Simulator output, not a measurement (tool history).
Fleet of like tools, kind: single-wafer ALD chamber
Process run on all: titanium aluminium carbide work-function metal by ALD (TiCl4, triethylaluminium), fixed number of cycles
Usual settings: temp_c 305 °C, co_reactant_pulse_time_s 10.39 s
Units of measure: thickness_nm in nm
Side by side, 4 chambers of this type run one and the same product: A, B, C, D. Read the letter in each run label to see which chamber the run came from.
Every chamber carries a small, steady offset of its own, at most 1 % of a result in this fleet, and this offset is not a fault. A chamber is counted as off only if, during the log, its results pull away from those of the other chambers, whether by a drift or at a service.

| run | hour | temp_c | co_reactant_pulse_time_s | hours since the last thermocouple change | hours since the last triethylaluminium bottle change | read-back reference wafer on the same gauge, thickness_nm | thickness_nm |
|---|---|---|---|---|---|---|---|
| 1C | 6.9 | 305 | 10.39 | 589.1 | 179.6 | 1.9293 | 2.0273 |
| 2A | 13.8 | 305 | 10.39 | 1107.9 | 800.7 | 1.9318 | 2.054 |
| 3B | 24.2 | 305 | 10.39 | 574.4 | 1044.5 | 1.9318 | 2.0547 |
| 4D | 32.6 | 305 | 10.39 | 579.3 | 345.4 | 1.9301 | 2.0219 |
| 5A | 41.8 | 305 | 10.39 | 1135.9 | 828.7 | 1.9286 | 2.0511 |
| 6C | 48.7 | 305 | 10.39 | 630.9 | 221.4 | 1.9327 | 2.0399 |
| 7B | 57.9 | 305 | 10.39 | 608.1 | 1078.2 | 1.9305 | 2.0499 |
| 8D | 69.5 | 294 | 7.35 | 616.2 | 382.3 | 1.9307 | 1.8501 |
| 9D | 78.9 | 294 | 7.35 | 625.6 | 391.7 | 1.9291 | 1.8352 |
| 10A | 87.3 | 294 | 7.35 | 1181.4 | 874.2 | 1.9293 | 1.8633 |
| 11C | 97.9 | 294 | 7.35 | 680.1 | 270.6 | 1.9305 | 1.8413 |
| 12B | 106.3 | 305 | 10.39 | 656.5 | 1126.6 | 1.932 | 2.027 |
| 13C | 112.3 | 305 | 10.39 | 694.5 | 285 | 1.9304 | 2.0536 |
| 14A | 124 | 305 | 10.39 | 1218.1 | 910.9 | 1.9297 | 2.0354 |
|  | 131.2 | chamber A: triethylaluminium bottle replaced |
| 15B | 135.8 | 305 | 10.39 | 686 | 1156.1 | 1.9282 | 2.0406 |
|  | 138.5 | chamber B: triethylaluminium bottle replaced |
| 16D | 147.7 | 305 | 10.39 | 694.4 | 460.5 | 1.9318 | 1.9989 |
| 17B | 156.6 | 305 | 10.39 | 706.8 | 18.2 | 1.9306 | 2.0706 |
| 18D | 164.1 | 313 | 8.77 | 710.8 | 476.9 | 1.9298 | 1.9793 |
| 19A | 172.1 | 313 | 8.77 | 1266.2 | 40.9 | 1.929 | 2.1144 |
| 20C | 181.2 | 313 | 8.77 | 763.4 | 353.9 | 1.9308 | 2.0833 |
| 21D | 186.5 | 313 | 8.77 | 733.2 | 499.3 | 1.928 | 1.9629 |
| 22B | 198.5 | 305 | 10.39 | 748.7 | 60.1 | 1.9298 | 2.0361 |
| 23A | 208.9 | 305 | 10.39 | 1303 | 77.7 | 1.9314 | 2.0649 |
| 24C | 219.6 | 305 | 10.39 | 801.8 | 392.3 | 1.9308 | 2.0325 |
| 25B | 226.4 | 305 | 10.39 | 776.6 | 88 | 1.9278 | 2.0646 |
| 26C | 232.8 | 305 | 10.39 | 815 | 405.5 | 1.9304 | 2.0569 |
| 27A | 241.3 | 305 | 10.39 | 1335.4 | 110.1 | 1.9306 | 2.0698 |
| 28D | 253.4 | 305 | 10.39 | 800.1 | 566.2 | 1.9285 | 1.9182 |

All chambers now run identical settings, listed one chamber a line with results as question marks. What results will each chamber show?
| 29A | 262.1 | 305 | 10.39 |  |  |  | ? |
| 29B | 262.1 | 305 | 10.39 |  |  |  | ? |
| 29C | 262.1 | 305 | 10.39 |  |  |  | ? |
| 29D | 262.1 | 305 | 10.39 |  |  |  | ? |

| run | thickness_nm |
|---|---|
| 29A | 2.0715 |
| 29B | 2.0569 |
| 29C | 2.0455 |
| 29D | 1.9158 |
